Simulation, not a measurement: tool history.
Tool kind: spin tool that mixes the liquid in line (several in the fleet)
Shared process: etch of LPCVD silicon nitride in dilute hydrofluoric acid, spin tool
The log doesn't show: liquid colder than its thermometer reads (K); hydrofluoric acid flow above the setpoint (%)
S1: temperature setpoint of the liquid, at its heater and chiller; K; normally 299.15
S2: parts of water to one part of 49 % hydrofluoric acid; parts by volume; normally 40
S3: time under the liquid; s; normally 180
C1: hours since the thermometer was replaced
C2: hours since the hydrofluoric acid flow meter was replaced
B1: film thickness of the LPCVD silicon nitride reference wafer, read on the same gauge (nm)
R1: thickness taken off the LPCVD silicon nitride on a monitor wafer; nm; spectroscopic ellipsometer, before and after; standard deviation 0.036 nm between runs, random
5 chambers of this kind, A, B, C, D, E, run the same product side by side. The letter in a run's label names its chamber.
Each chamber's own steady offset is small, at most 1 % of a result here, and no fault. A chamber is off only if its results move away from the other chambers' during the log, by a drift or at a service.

| run | hour | S1 | S2 | S3 | C1 | C2 | B1 | R1 |
|---|---|---|---|---|---|---|---|---|
| 1A | 4.4 | 299.15 | 40 | 180 | 1556.2 | 1136.0 | 50.010 | 2.8649 |
| 2E | 11.3 | 299.15 | 40 | 180 | 23.1 | 647.8 | 49.957 | 2.7982 |
| 3C | 14.6 | 299.15 | 40 | 180 | 871.5 | 197.3 | 50.021 | 2.9167 |
| 4D | 19.5 | 299.15 | 40 | 180 | 160.9 | 1486.5 | 49.994 | 2.8615 |
| 5B | 22.9 | 299.15 | 40 | 180 | 956.3 | 389.5 | 49.985 | 2.8542 |
| 6B | 28.8 | 299.15 | 40 | 180 | 962.2 | 395.4 | 50.007 | 2.8310 |
| 7C | 32.6 | 299.15 | 40 | 180 | 889.5 | 215.3 | 49.992 | 2.9167 |
|  | 36.9 | chamber D: hydrofluoric acid flow meter replaced |
| 8E | 37.2 | 299.15 | 40 | 180 | 49.0 | 673.7 | 49.959 | 2.8384 |
| 9A | 43.4 | 299.15 | 40 | 180 | 1595.2 | 1175.0 | 49.979 | 2.8987 |
| 10D | 47.5 | 303.15 | 25 | 180 | 188.9 | 10.7 | 50.012 | 5.8938 |
| 11E | 52.4 | 303.15 | 25 | 180 | 64.2 | 688.9 | 50.024 | 5.9514 |
| 12C | 55.7 | 303.15 | 25 | 180 | 912.6 | 238.4 | 50.015 | 6.0711 |
| 13D | 59.2 | 303.15 | 25 | 180 | 200.6 | 22.4 | 50.026 | 5.8876 |
| 14B | 63.0 | 303.15 | 25 | 180 | 996.4 | 429.6 | 50.029 | 5.9794 |
| 15A | 68.6 | 302.65 | 40 | 180 | 1620.4 | 1200.2 | 49.990 | 3.6679 |
| 16D | 75.3 | 302.65 | 40 | 180 | 216.7 | 38.5 | 50.011 | 3.5168 |
| 17B | 80.4 | 302.65 | 40 | 180 | 1013.8 | 447.0 | 50.004 | 3.6272 |
| 18C | 85.7 | 302.65 | 40 | 180 | 942.6 | 268.4 | 49.992 | 3.5842 |
| 19E | 91.6 | 302.65 | 40 | 180 | 103.4 | 728.1 | 50.018 | 3.6081 |
| 20A | 95.7 | 295.65 | 40 | 95 | 1647.5 | 1227.3 | 49.981 | 1.2024 |
| 21C | 102.5 | 295.65 | 40 | 95 | 959.4 | 285.2 | 50.005 | 1.2103 |
| 22B | 107.0 | 295.65 | 40 | 95 | 1040.4 | 473.6 | 50.009 | 1.1957 |
| 23E | 112.9 | 295.65 | 40 | 95 | 124.7 | 749.4 | 49.971 | 1.2081 |
| 24D | 119.1 | 295.65 | 40 | 95 | 260.5 | 82.3 | 50.020 | 1.2174 |
| 25A | 125.9 | 301.15 | 40 | 180 | 1677.7 | 1257.5 | 50.019 | 3.3334 |
| 26B | 132.3 | 301.15 | 40 | 180 | 1065.7 | 498.9 | 49.991 | 3.2599 |
| 27A | 135.8 | 301.15 | 40 | 180 | 1687.6 | 1267.4 | 50.004 | 3.2465 |
| 28D | 138.9 | 301.15 | 40 | 180 | 280.3 | 102.1 | 49.973 | 3.3053 |
| 29E | 145.5 | 301.15 | 40 | 180 | 157.3 | 782.0 | 49.993 | 3.2262 |
|  | 148.0 | chamber B: hydrofluoric acid flow meter replaced |
| 30C | 151.7 | 299.15 | 40 | 180 | 1008.6 | 334.4 | 50.047 | 2.9089 |
| 31E | 158.1 | 299.15 | 40 | 180 | 169.9 | 794.6 | 50.001 | 2.8369 |
| 32B | 161.9 | 296.65 | 40 | 140 | 1095.3 | 13.9 | 50.004 | 1.8994 |

Which is it: a chamber that has drifted or been left off by a service, a gauge drift common to all chambers, or only each chamber's usual small offset? If a chamber is off, name it and its likeliest cause.

Nothing is wrong: each chamber keeps only its own small, steady offset and the gauge holds still.

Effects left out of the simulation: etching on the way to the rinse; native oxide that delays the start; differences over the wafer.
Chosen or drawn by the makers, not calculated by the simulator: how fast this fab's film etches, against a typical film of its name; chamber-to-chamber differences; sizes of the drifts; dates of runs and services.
